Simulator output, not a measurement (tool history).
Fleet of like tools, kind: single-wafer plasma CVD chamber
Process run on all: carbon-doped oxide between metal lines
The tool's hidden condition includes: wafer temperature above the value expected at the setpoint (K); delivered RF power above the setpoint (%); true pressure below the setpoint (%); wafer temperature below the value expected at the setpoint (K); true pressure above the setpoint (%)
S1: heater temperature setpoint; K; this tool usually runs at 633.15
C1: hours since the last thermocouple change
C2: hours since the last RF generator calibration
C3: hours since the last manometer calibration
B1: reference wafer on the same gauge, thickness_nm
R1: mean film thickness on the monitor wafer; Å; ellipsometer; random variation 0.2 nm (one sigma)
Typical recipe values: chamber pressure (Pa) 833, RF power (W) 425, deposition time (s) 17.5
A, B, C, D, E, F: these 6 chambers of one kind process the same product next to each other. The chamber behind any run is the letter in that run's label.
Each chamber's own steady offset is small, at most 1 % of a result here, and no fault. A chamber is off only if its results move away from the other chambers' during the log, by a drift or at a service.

{"run": "1D", "day": 0.367, "S1": 633.15, "chamber pressure (Pa)": 833, "RF power (W)": 425, "deposition time (s)": 17.5, "C1": 933.5, "C2": 451.8, "C3": 1598.9, "B1": 96.758, "R1": 810.64}
{"run": "2C", "day": 0.608, "S1": 633.15, "chamber pressure (Pa)": 833, "RF power (W)": 425, "deposition time (s)": 17.5, "C1": 783.5, "C2": 977.0, "C3": 1214.6, "B1": 96.81, "R1": 808.16}
{"run": "3F", "day": 0.812, "S1": 633.15, "chamber pressure (Pa)": 833, "RF power (W)": 425, "deposition time (s)": 17.5, "C1": 753.9, "C2": 1030.3, "C3": 386.9, "B1": 96.792, "R1": 813.41}
{"run": "4A", "day": 1.067, "S1": 633.15, "chamber pressure (Pa)": 833, "RF power (W)": 425, "deposition time (s)": 17.5, "C1": 1249.7, "C2": 168.4, "C3": 556.8, "B1": 96.799, "R1": 805.25}
{"run": "5B", "day": 1.388, "S1": 633.15, "chamber pressure (Pa)": 833, "RF power (W)": 425, "deposition time (s)": 17.5, "C1": 1473.9, "C2": 1910.2, "C3": 678.9, "B1": 96.816, "R1": 807.82}
{"run": "6E", "day": 1.808, "S1": 633.15, "chamber pressure (Pa)": 833, "RF power (W)": 425, "deposition time (s)": 20.5, "C1": 2003.6, "C2": 1048.1, "C3": 127.7, "B1": 96.8, "R1": 931.73}
{"run": "7F", "day": 2.188, "S1": 633.15, "chamber pressure (Pa)": 833, "RF power (W)": 425, "deposition time (s)": 20.5, "C1": 786.9, "C2": 1063.3, "C3": 419.9, "B1": 96.792, "R1": 946.3}
{"run": "8A", "day": 2.521, "S1": 633.15, "chamber pressure (Pa)": 833, "RF power (W)": 425, "deposition time (s)": 20.5, "C1": 1284.6, "C2": 203.3, "C3": 591.7, "B1": 96.833, "R1": 941.75}
{"run": "9E", "day": 2.767, "S1": 633.15, "chamber pressure (Pa)": 833, "RF power (W)": 425, "deposition time (s)": 20.5, "C1": 2026.6, "C2": 1071.1, "C3": 150.7, "B1": 96.812, "R1": 933.37}
{"run": "10C", "day": 3.017, "S1": 633.15, "chamber pressure (Pa)": 833, "RF power (W)": 425, "deposition time (s)": 20.5, "C1": 841.3, "C2": 1034.8, "C3": 1272.4, "B1": 96.755, "R1": 951.33}
{"run": "11B", "day": 3.412, "S1": 633.15, "chamber pressure (Pa)": 833, "RF power (W)": 425, "deposition time (s)": 20.5, "C1": 1522.5, "C2": 1958.8, "C3": 727.5, "B1": 96.833, "R1": 946.39}
{"run": "12D", "day": 3.621, "S1": 633.15, "chamber pressure (Pa)": 833, "RF power (W)": 425, "deposition time (s)": 17.5, "C1": 1011.6, "C2": 529.9, "C3": 1677.0, "B1": 96.839, "R1": 806.31}
{"day": 3.683, "done": "chamber E: RF generator calibrated"}
{"run": "13A", "day": 4.0, "S1": 633.15, "chamber pressure (Pa)": 833, "RF power (W)": 425, "deposition time (s)": 17.5, "C1": 1320.1, "C2": 238.8, "C3": 627.2, "B1": 96.799, "R1": 807.62}
{"run": "14F", "day": 4.362, "S1": 633.15, "chamber pressure (Pa)": 833, "RF power (W)": 425, "deposition time (s)": 17.5, "C1": 839.1, "C2": 1115.5, "C3": 472.1, "B1": 96.864, "R1": 815.44}
{"run": "15C", "day": 4.592, "S1": 633.15, "chamber pressure (Pa)": 833, "RF power (W)": 485, "deposition time (s)": 15.7, "C1": 879.1, "C2": 1072.6, "C3": 1310.2, "B1": 96.836, "R1": 799.65}
{"run": "16D", "day": 4.883, "S1": 633.15, "chamber pressure (Pa)": 833, "RF power (W)": 485, "deposition time (s)": 15.7, "C1": 1041.9, "C2": 560.2, "C3": 1707.3, "B1": 96.793, "R1": 796.52}
{"run": "17B", "day": 5.229, "S1": 633.15, "chamber pressure (Pa)": 833, "RF power (W)": 485, "deposition time (s)": 15.7, "C1": 1566.1, "C2": 2002.4, "C3": 771.1, "B1": 96.782, "R1": 798.04}
{"run": "18E", "day": 5.542, "S1": 633.15, "chamber pressure (Pa)": 833, "RF power (W)": 485, "deposition time (s)": 15.7, "C1": 2093.2, "C2": 44.7, "C3": 217.3, "B1": 96.821, "R1": 788.21}
{"day": 5.712, "done": "chamber B: thermocouple changed; heater temperature recalibrated"}
{"run": "19B", "day": 5.829, "S1": 633.15, "chamber pressure (Pa)": 833, "RF power (W)": 485, "deposition time (s)": 15.7, "C1": 2.9, "C2": 2016.8, "C3": 785.5, "B1": 96.782, "R1": 798.1}
{"run": "20A", "day": 6.15, "S1": 633.15, "chamber pressure (Pa)": 833, "RF power (W)": 485, "deposition time (s)": 15.7, "C1": 1371.7, "C2": 290.4, "C3": 678.8, "B1": 96.813, "R1": 785.94}
{"run": "21D", "day": 6.562, "S1": 633.15, "chamber pressure (Pa)": 833, "RF power (W)": 425, "deposition time (s)": 17.5, "C1": 1082.2, "C2": 600.5, "C3": 1747.6, "B1": 96.82, "R1": 810.02}
{"run": "22C", "day": 6.796, "S1": 633.15, "chamber pressure (Pa)": 833, "RF power (W)": 425, "deposition time (s)": 17.5, "C1": 932.0, "C2": 1125.5, "C3": 1363.1, "B1": 96.808, "R1": 813.01}
{"run": "23E", "day": 7.104, "S1": 633.15, "chamber pressure (Pa)": 833, "RF power (W)": 425, "deposition time (s)": 17.5, "C1": 2130.7, "C2": 82.2, "C3": 254.8, "B1": 96.815, "R1": 803.06}
{"run": "24F", "day": 7.504, "S1": 633.15, "chamber pressure (Pa)": 833, "RF power (W)": 425, "deposition time (s)": 17.5, "C1": 914.5, "C2": 1190.9, "C3": 547.5, "B1": 96.746, "R1": 808.19}
{"run": "25F", "day": 7.783, "S1": 633.15, "chamber pressure (Pa)": 833, "RF power (W)": 425, "deposition time (s)": 17.5, "C1": 921.2, "C2": 1197.6, "C3": 554.2, "B1": 96.821, "R1": 808.36}
{"run": "26B", "day": 8.088, "S1": 633.15, "chamber pressure (Pa)": 833, "RF power (W)": 425, "deposition time (s)": 17.5, "C1": 57.1, "C2": 2071.0, "C3": 839.7, "B1": 96.794, "R1": 811.71}
{"run": "27D", "day": 8.383, "S1": 633.15, "chamber pressure (Pa)": 833, "RF power (W)": 425, "deposition time (s)": 17.5, "C1": 1125.9, "C2": 644.2, "C3": 1791.3, "B1": 96.806, "R1": 810.85}
{"run": "28A", "day": 8.742, "S1": 633.15, "chamber pressure (Pa)": 833, "RF power (W)": 425, "deposition time (s)": 17.5, "C1": 1433.9, "C2": 352.6, "C3": 741.0, "B1": 96.828, "R1": 804.23}
{"run": "29C", "day": 9.108, "S1": 633.15, "chamber pressure (Pa)": 833, "RF power (W)": 425, "deposition time (s)": 17.5, "C1": 987.5, "C2": 1181.0, "C3": 1418.6, "B1": 96.809, "R1": 814.46}
{"run": "30E", "day": 9.475, "S1": 633.15, "chamber pressure (Pa)": 833, "RF power (W)": 425, "deposition time (s)": 17.5, "C1": 2187.6, "C2": 139.1, "C3": 311.7, "B1": 96.852, "R1": 798.67}
{"run": "31B", "day": 9.683, "S1": 633.15, "chamber pressure (Pa)": 833, "RF power (W)": 380, "deposition time (s)": 18.6, "C1": 95.4, "C2": 2109.3, "C3": 878.0, "B1": 96.784, "R1": 790.08}
{"run": "32F", "day": 9.908, "S1": 633.15, "chamber pressure (Pa)": 833, "RF power (W)": 380, "deposition time (s)": 18.6, "C1": 972.2, "C2": 1248.6, "C3": 605.2, "B1": 96.835, "R1": 788.76}
{"day": 10.121, "done": "chamber C: thermocouple changed; heater temperature recalibrated"}
{"run": "33E", "day": 10.267, "S1": 633.15, "chamber pressure (Pa)": 833, "RF power (W)": 380, "deposition time (s)": 18.6, "C1": 2206.6, "C2": 158.1, "C3": 330.7, "B1": 96.9, "R1": 780.86}
{"run": "34A", "day": 10.688, "S1": 633.15, "chamber pressure (Pa)": 833, "RF power (W)": 380, "deposition time (s)": 18.6, "C1": 1480.6, "C2": 399.3, "C3": 787.7, "B1": 96.764, "R1": 787.66}
{"run": "35C", "day": 10.892, "S1": 633.15, "chamber pressure (Pa)": 833, "RF power (W)": 380, "deposition time (s)": 18.6, "C1": 18.6, "C2": 1223.8, "C3": 1461.4, "B1": 96.819, "R1": 790.53}
{"run": "36D", "day": 11.3, "S1": 633.15, "chamber pressure (Pa)": 833, "RF power (W)": 380, "deposition time (s)": 18.6, "C1": 1195.9, "C2": 714.2, "C3": 1861.3, "B1": 96.776, "R1": 786.74}
{"run": "37D", "day": 11.608, "S1": 633.15, "chamber pressure (Pa)": 833, "RF power (W)": 425, "deposition time (s)": 17.5, "C1": 1203.3, "C2": 721.6, "C3": 1868.7, "B1": 96.775, "R1": 809.08}

Next, all 6 chambers run the settings below, one line each with question marks for the results. What does each chamber give?
{"run": "38A", "day": 11.946, "S1": 633.15, "chamber pressure (Pa)": 833, "RF power (W)": 425, "deposition time (s)": 17.5, "R1": "?"}
{"run": "38B", "day": 11.946, "S1": 633.15, "chamber pressure (Pa)": 833, "RF power (W)": 425, "deposition time (s)": 17.5, "R1": "?"}
{"run": "38C", "day": 11.946, "S1": 633.15, "chamber pressure (Pa)": 833, "RF power (W)": 425, "deposition time (s)": 17.5, "R1": "?"}
{"run": "38D", "day": 11.946, "S1": 633.15, "chamber pressure (Pa)": 833, "RF power (W)": 425, "deposition time (s)": 17.5, "R1": "?"}
{"run": "38E", "day": 11.946, "S1": 633.15, "chamber pressure (Pa)": 833, "RF power (W)": 425, "deposition time (s)": 17.5, "R1": "?"}
{"run": "38F", "day": 11.946, "S1": 633.15, "chamber pressure (Pa)": 833, "RF power (W)": 425, "deposition time (s)": 17.5, "R1": "?"}

run=38A R1=803.62
run=38B R1=809.49
run=38C R1=814.48
run=38D R1=808.52
run=38E R1=800.08
run=38F R1=811.82
